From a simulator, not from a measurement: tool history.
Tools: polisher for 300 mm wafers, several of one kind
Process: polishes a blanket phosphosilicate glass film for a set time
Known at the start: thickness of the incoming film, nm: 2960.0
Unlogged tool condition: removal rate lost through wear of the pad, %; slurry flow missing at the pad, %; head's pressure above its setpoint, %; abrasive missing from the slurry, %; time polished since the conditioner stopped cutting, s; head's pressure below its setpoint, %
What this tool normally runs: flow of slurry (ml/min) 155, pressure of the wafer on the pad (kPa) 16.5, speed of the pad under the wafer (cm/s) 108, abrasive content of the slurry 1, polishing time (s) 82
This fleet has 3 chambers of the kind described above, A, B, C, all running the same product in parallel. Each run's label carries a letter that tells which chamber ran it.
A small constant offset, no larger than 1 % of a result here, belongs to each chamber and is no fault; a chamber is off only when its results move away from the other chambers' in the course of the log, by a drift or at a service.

run   hour  flow of slurry (ml/min)  pressure of the wafer on the pad (kPa)  speed of the pad under the wafer (cm/s)  abrasive content of the slurry  polishing time (s)  wafers polished on this pad  hours since the slurry nozzle was cleaned  hours since the head pressure was calibrated  hours since the slurry blender was calibrated  hours since the conditioning disc was replaced  film removed (nm)
       0.9  -- chamber A: slurry nozzle cleaned
       9.9  -- chamber C: worn pad replaced by a new one
 1C   15.6                      155                                    16.5                                      108                               1                  82                           49                                       41.9                                         454.9                                          206.6                                           151.8             602.94
 2A   29.2                      155                                    16.5                                      108                               1                  82                          749                                       28.4                                         184.1                                          245.8                                           231.1             606.85
 3B   41.6                      155                                    16.5                                      108                               1                  82                          798                                      109.3                                        1087.3                                          326.2                                            77.6             599.73
      41.8  -- chamber A: worn pad replaced by a new one
 4C   55.8                      155                                    16.5                                      108                               1                  82                          397                                       82.1                                         495.1                                          246.8                                             192             598.85
      61.3  -- chamber A: slurry blender recalibrated
        64  -- chamber C: slurry blender recalibrated
 5B   71.8                      155                                    16.5                                      108                               1                  82                         1059                                      139.5                                        1117.5                                          356.4                                           107.8             609.91
      72.4  -- chamber C: worn pad replaced by a new one
 6A   79.2                      155                                    16.5                                      108                               1                  82                          323                                       78.4                                         234.1                                           17.9                                           281.1             605.85
 7C   89.6                      155                                    16.5                                      108                               1                  82                          149                                      115.9                                         528.9                                           25.6                                           225.8             603.45
     100.5  -- chamber B: conditioning disc replaced and pad reconditioned
 8A  102.5                      155                                    16.5                                      108                               1                  82                          525                                      101.7                                         257.4                                           41.2                                           304.4             606.62
     105.5  -- chamber B: worn pad replaced by a new one
     107.2  -- chamber B: head pressure recalibrated
 9B  110.3                      155                                    16.5                                      108                               1                  82                           42                                        178                                           3.1                                          394.9                                             9.8              617.1
       116  -- chamber A: conditioning disc replaced and pad reconditioned
10A    119                      155                                    16.5                                      108                               1                  82                          668                                      118.2                                         273.9                                           57.7                                             3.1             601.72
     130.5  -- chamber A: worn pad replaced by a new one
     132.7  -- chamber C: worn pad replaced by a new one
11C  134.4                      155                                    16.5                                      108                               1                  82                           15                                      160.7                                         573.7                                           70.4                                           270.6             599.74
12B  150.1                      155                                    16.5                                      108                             1.1                  73                          386                                      217.8                                          42.9                                          434.7                                            49.6             559.86
13B  163.8                      155                                    16.5                                      108                             1.1                  73                          505                                      231.5                                          56.6                                          448.4                                            63.3             562.09
14C  175.6                      155                                    16.5                                      108                             1.1                  73                          372                                      201.9                                         614.9                                          111.6                                           311.8             561.49
15A  183.7                      155                                    16.5                                      108                               1                  82                          460                                      182.9                                         338.6                                          122.4                                            67.8             608.96
16C  199.1                      155                                    16.5                                      108                               1                  82                          575                                      225.4                                         638.4                                          135.1                                           335.3             608.81
     199.2  -- chamber C: worn pad replaced by a new one
     210.9  -- chamber A: slurry nozzle cleaned
17B  212.7                      155                                    16.5                                      108                               1                  82                          928                                      280.4                                         105.5                                          497.3                                           112.2             596.84
     226.2  -- chamber B: conditioning disc replaced and pad reconditioned
18A  227.7                      200                                    16.5                                      120                               1                  82                          841                                       16.9                                         382.6                                          166.4                                           111.8             678.26
     240.6  -- chamber A: worn pad replaced by a new one
19C  242.4                      200                                    16.5                                      120                               1                  82                          374                                      268.7                                         681.7                                          178.4                                           378.6             673.32
20B  254.3                      200                                    16.5                                      120                               1                  82                         1288                                        322                                         147.1                                          538.9                                            28.1             645.23
21A  266.5                      155                                    16.5                                      108                               1                  82                          224                                       55.7                                         421.4                                          205.2                                           150.6             599.37
     270.5  -- chamber C: worn pad replaced by a new one
     273.1  -- chamber B: worn pad replaced by a new one
22A  280.1                      155                                    16.5                                      108                               1                  82                          342                                       69.3                                           435                                          218.8                                           164.2             599.85
23C  291.2                      155                                    16.5                                      108                               1                  82                          179                                      317.5                                         730.5                                          227.2                                           427.4              600.2
24B  306.5                      155                                    16.5                                      108                               1                  82                          289                                      374.2                                         199.3                                          591.1                                            80.3             568.36
25A  316.7                      155                                    16.5                                      108                               1                  82                          659                                      105.9                                         471.6                                          255.4                                           200.8             609.42
       318  -- chamber C: slurry blender recalibrated
26B  326.2                      155                                    16.5                                      108                               1                  82                          460                                      393.9                                           219                                          610.8                                             100              555.6
     332.2  -- chamber C: worn pad replaced by a new one
     334.6  -- chamber A: worn pad replaced by a new one
27C  335.2                      155                                    16.5                                      108                               1                  82                           26                                      361.5                                         774.5                                           17.2                                           471.4             591.95
28C  343.6                      155                                    16.5                                      108                               1                  82                           98                                      369.9                                         782.9                                           25.6                                           479.8             609.21
     349.7  -- chamber A: slurry blender recalibrated
29A    352                      185                                    16.5                                      108                            1.25                  82                          150                                      141.2                                         506.9                                            2.4                                           236.1             681.39

Each of the 3 chambers runs these same settings next. Fill in every chamber's results:
30A  363.9                      155                                    16.5                                      108                               1                  82                                                                                                                                                                                                                                       ?
30B  363.9                      155                                    16.5                                      108                               1                  82                                                                                                                                                                                                                                       ?
30C  363.9                      155                                    16.5                                      108                               1                  82                                                                                                                                                                                                                                       ?

run  film removed (nm)
30A             602.23
30B             536.18
30C             601.24

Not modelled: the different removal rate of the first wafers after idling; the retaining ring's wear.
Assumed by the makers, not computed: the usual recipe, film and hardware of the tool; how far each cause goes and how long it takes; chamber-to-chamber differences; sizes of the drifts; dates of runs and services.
